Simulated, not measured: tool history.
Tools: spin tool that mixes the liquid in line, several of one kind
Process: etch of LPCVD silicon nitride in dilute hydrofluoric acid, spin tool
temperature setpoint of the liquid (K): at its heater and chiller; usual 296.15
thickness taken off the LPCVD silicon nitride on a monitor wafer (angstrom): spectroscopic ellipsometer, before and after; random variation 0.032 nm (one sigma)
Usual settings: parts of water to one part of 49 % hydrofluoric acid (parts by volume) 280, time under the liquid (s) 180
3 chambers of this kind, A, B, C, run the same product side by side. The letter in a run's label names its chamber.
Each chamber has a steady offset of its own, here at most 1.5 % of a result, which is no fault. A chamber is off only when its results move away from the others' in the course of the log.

run	day	temperature setpoint of the liquid (K)	parts of water to one part of 49 % hydrofluoric acid (parts by volume)	time under the liquid (s)	hours since the thermometer was replaced	hours since the hydrofluoric acid flow meter was replaced	read-back film thickness of the LPCVD silicon nitride reference wafer, read on the same gauge (nm)	thickness taken off the LPCVD silicon nitride on a monitor wafer (angstrom)
1A	0.325	296.15	280	180	131.6	12.2	59.983	3.0112
2B	0.708	296.15	280	180	2241.9	941.4	60.014	3.41
3C	1.246	296.15	280	180	1931.8	1501.3	59.993	3.4949
4C	1.662	296.15	280	180	1941.8	1511.3	60.024	2.9142
5B	2.258	296.15	280	180	2279.1	978.6	59.977	3.3152
6A	2.846	293.65	280	125	192.1	72.7	59.999	2.2344
7C	3.317	293.65	280	125	1981.5	1551	59.991	1.8185
8A	3.892	293.65	280	125	217.2	97.8	60.014	2.274
9B	4.462	296.15	280	180	2332	1031.5	59.987	3.5487
10B	5.054	296.15	280	180	2346.2	1045.7	59.993	3.7983
11C	5.321	296.15	280	180	2029.6	1599.1	59.97	4.254
12A	5.883	296.15	280	180	265	145.6	60.018	3.437
13C	6.421	296.15	280	180	2056	1625.5	59.977	3.1315
14A	6.692	296.15	280	180	284.4	165	59.995	3.4147
15B	7.196	296.15	280	180	2397.6	1097.1	60.002	3.1201
16C	7.654	296.15	280	180	2085.6	1655.1	60.009	3.6835
17B	7.921	296.15	280	180	2415	1114.5	60	3.6093
18A	8.308	296.15	280	180	323.2	203.8	60.007	3.2768
19A	8.738	296.15	280	180	333.5	214.1	59.987	3.6363
20C	9.112	296.15	280	180	2120.6	1690.1	60.024	4.0825
21B	9.508	296.15	280	180	2453.1	1152.6	60.032	3.3448
22C	10.058	296.15	280	180	2143.3	1712.8	60.018	4.0658
23B	10.612	296.15	280	180	2479.6	1179.1	60.01	3.4404
24A	11.121	298.15	280	95	390.7	271.3	60.036	1.9538
# day 11.233: chamber C: hydrofluoric acid flow meter replaced
25B	11.683	298.15	280	95	2505.3	1204.8	59.974	2.3559
26A	12.033	298.15	280	95	412.6	293.2	60.01	2.1194
27C	12.558	296.15	280	180	2203.3	31.8	60.009	3.6779
28A	13.058	296.15	280	180	437.2	317.8	59.982	3.429

What goes on in this fleet: one chamber off, a drifting gauge, or nothing beyond the chambers' own small offsets? Name the chamber and the cause, if any.

No chamber stands off beyond its own small offset, and the gauge holds steady.
